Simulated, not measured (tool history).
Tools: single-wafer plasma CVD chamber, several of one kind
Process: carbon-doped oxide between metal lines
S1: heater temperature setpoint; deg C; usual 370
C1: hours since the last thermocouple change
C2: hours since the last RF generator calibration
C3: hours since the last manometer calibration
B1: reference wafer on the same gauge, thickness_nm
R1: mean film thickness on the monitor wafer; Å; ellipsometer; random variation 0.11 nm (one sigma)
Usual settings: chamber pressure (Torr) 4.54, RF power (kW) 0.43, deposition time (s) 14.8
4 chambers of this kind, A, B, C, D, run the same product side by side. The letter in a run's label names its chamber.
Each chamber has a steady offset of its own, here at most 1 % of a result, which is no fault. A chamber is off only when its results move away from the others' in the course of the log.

Run 1C, hour 6.3: usual settings; C1 897.9; C2 1418.7; C3 509.8; B1 63.799. Result: R1 645.23 Å.
Run 2B, hour 13.3: usual settings; C1 868.6; C2 2287.8; C3 1687.1; B1 63.817. Result: R1 654.01 Å.
Run 3A, hour 22: usual settings; C1 1029.6; C2 1751.6; C3 1327.7; B1 63.825. Result: R1 650.64 Å.
Run 4D, hour 28.2: usual settings; C1 2149.8; C2 1639.2; C3 314.8; B1 63.853. Result: R1 652.41 Å.
Run 5C, hour 38.1: usual settings; C1 929.7; C2 1450.5; C3 541.6; B1 63.837. Result: R1 646.79 Å.
Run 6A, hour 44.8: usual settings; C1 1052.4; C2 1774.4; C3 1350.5; B1 63.859. Result: R1 648.2 Å.
Run 7B, hour 50.5: usual settings; C1 905.8; C2 2325; C3 1724.3; B1 63.858. Result: R1 653.35 Å.
Run 8D, hour 57.6: usual settings; C1 2179.2; C2 1668.6; C3 344.2; B1 63.899. Result: R1 653.29 Å.
Run 9A, hour 64.8: usual settings; C1 1072.4; C2 1794.4; C3 1370.5; B1 63.9. Result: R1 649.52 Å.
Run 10C, hour 72.4: usual settings; C1 964; C2 1484.8; C3 575.9; B1 63.891. Result: R1 648.95 Å.
Run 11B, hour 81.9: usual settings but deposition time (s) 12.4; C1 937.2; C2 2356.4; C3 1755.7; B1 63.905. Result: R1 548.72 Å.
Run 12D, hour 94.2: usual settings but deposition time (s) 12.4; C1 2215.8; C2 1705.2; C3 380.8; B1 63.943. Result: R1 548.96 Å.
Run 13A, hour 104.3: usual settings but deposition time (s) 12.4; C1 1111.9; C2 1833.9; C3 1410; B1 63.947. Result: R1 546.23 Å.
Run 14B, hour 110: usual settings but deposition time (s) 12.4; C1 965.3; C2 2384.5; C3 1783.8; B1 63.953. Result: R1 550.11 Å.
At hour 110.6: chamber C: thermocouple changed; heater temperature recalibrated.
Run 15C, hour 120.1: usual settings; C1 9.6; C2 1532.5; C3 623.6; B1 63.966. Result: R1 647.02 Å.
Run 16D, hour 126.7: usual settings; C1 2248.3; C2 1737.7; C3 413.3; B1 63.934. Result: R1 653.14 Å.
Run 17A, hour 133.2: usual settings; C1 1140.8; C2 1862.8; C3 1438.9; B1 64.008. Result: R1 651.42 Å.
Run 18B, hour 143.7: usual settings; C1 999; C2 2418.2; C3 1817.5; B1 63.997. Result: R1 654.23 Å.
At hour 152: chamber B: capacitance manometer re-zeroed and calibrated.
Run 19C, hour 154.1: usual settings; C1 43.6; C2 1566.5; C3 657.6; B1 64.03. Result: R1 648.42 Å.
Run 20D, hour 164: usual settings; C1 2285.6; C2 1775; C3 450.6; B1 64.014. Result: R1 654.31 Å.
Run 21A, hour 176.2: usual settings; C1 1183.8; C2 1905.8; C3 1481.9; B1 64.029. Result: R1 650.38 Å.
Run 22D, hour 185.5: usual settings; C1 2307.1; C2 1796.5; C3 472.1; B1 64.042. Result: R1 654.31 Å.
Run 23B, hour 191.2: usual settings; C1 1046.5; C2 2465.7; C3 39.2; B1 64.064. Result: R1 657.94 Å.
Run 24C, hour 197.1: usual settings; C1 86.6; C2 1609.5; C3 700.6; B1 64.061. Result: R1 648.61 Å.
Run 25C, hour 208.6: usual settings but chamber pressure (Torr) 3.66, RF power (kW) 0.395; C1 98.1; C2 1621; C3 712.1; B1 64.083. Result: R1 592.88 Å.
At hour 209.1: chamber D: RF generator calibrated.
At hour 210.9: chamber D: thermocouple changed; heater temperature recalibrated.
Run 26D, hour 214.3: usual settings but chamber pressure (Torr) 3.66, RF power (kW) 0.395; C1 3.4; C2 5.2; C3 500.9; B1 64.08. Result: R1 596.11 Å.
Run 27A, hour 224.1: usual settings but chamber pressure (Torr) 3.66, RF power (kW) 0.395; C1 1231.7; C2 1953.7; C3 1529.8; B1 64.073. Result: R1 595.04 Å.
At hour 229.3: chamber B: RF generator calibrated.
Run 28B, hour 232.1: usual settings but chamber pressure (Torr) 3.66, RF power (kW) 0.395; C1 1087.4; C2 2.9; C3 80.1; B1 64.116. Result: R1 597.87 Å.
Run 29B, hour 244.4: usual settings; C1 1099.7; C2 15.2; C3 92.4; B1 64.116. Result: R1 654.39 Å.
Run 30A, hour 256.6: usual settings; C1 1264.2; C2 1986.2; C3 1562.3; B1 64.128. Result: R1 654.35 Å.
Run 31C, hour 268.4: usual settings; C1 157.9; C2 1680.8; C3 771.9; B1 64.185. Result: R1 648.02 Å.
Run 32D, hour 280.6: usual settings but chamber pressure (Torr) 5.19, deposition time (s) 16.7; C1 69.7; C2 71.5; C3 567.2; B1 64.145. Result: R1 752.05 Å.
Run 33B, hour 288.4: usual settings but chamber pressure (Torr) 5.19, deposition time (s) 16.7; C1 1143.7; C2 59.2; C3 136.4; B1 64.172. Result: R1 754.79 Å.
Run 34A, hour 298.5: usual settings but chamber pressure (Torr) 5.19, deposition time (s) 16.7; C1 1306.1; C2 2028.1; C3 1604.2; B1 64.175. Result: R1 746.78 Å.
Run 35C, hour 304.2: usual settings but chamber pressure (Torr) 5.19, deposition time (s) 16.7; C1 193.7; C2 1716.6; C3 807.7; B1 64.205. Result: R1 745.49 Å.
Run 36D, hour 309.7: usual settings; C1 98.8; C2 100.6; C3 596.3; B1 64.207. Result: R1 657.32 Å.
Run 37B, hour 316.9: usual settings; C1 1172.2; C2 87.7; C3 164.9; B1 64.213. Result: R1 656.51 Å.

What goes on in this fleet: one chamber off, a drifting gauge, or nothing beyond the chambers' own small offsets? Name the chamber and the cause, if any.

The gauge drifts, so all chambers seem to drift together. No chamber is off.
Cause: gauge reads high (%) = 0.683.
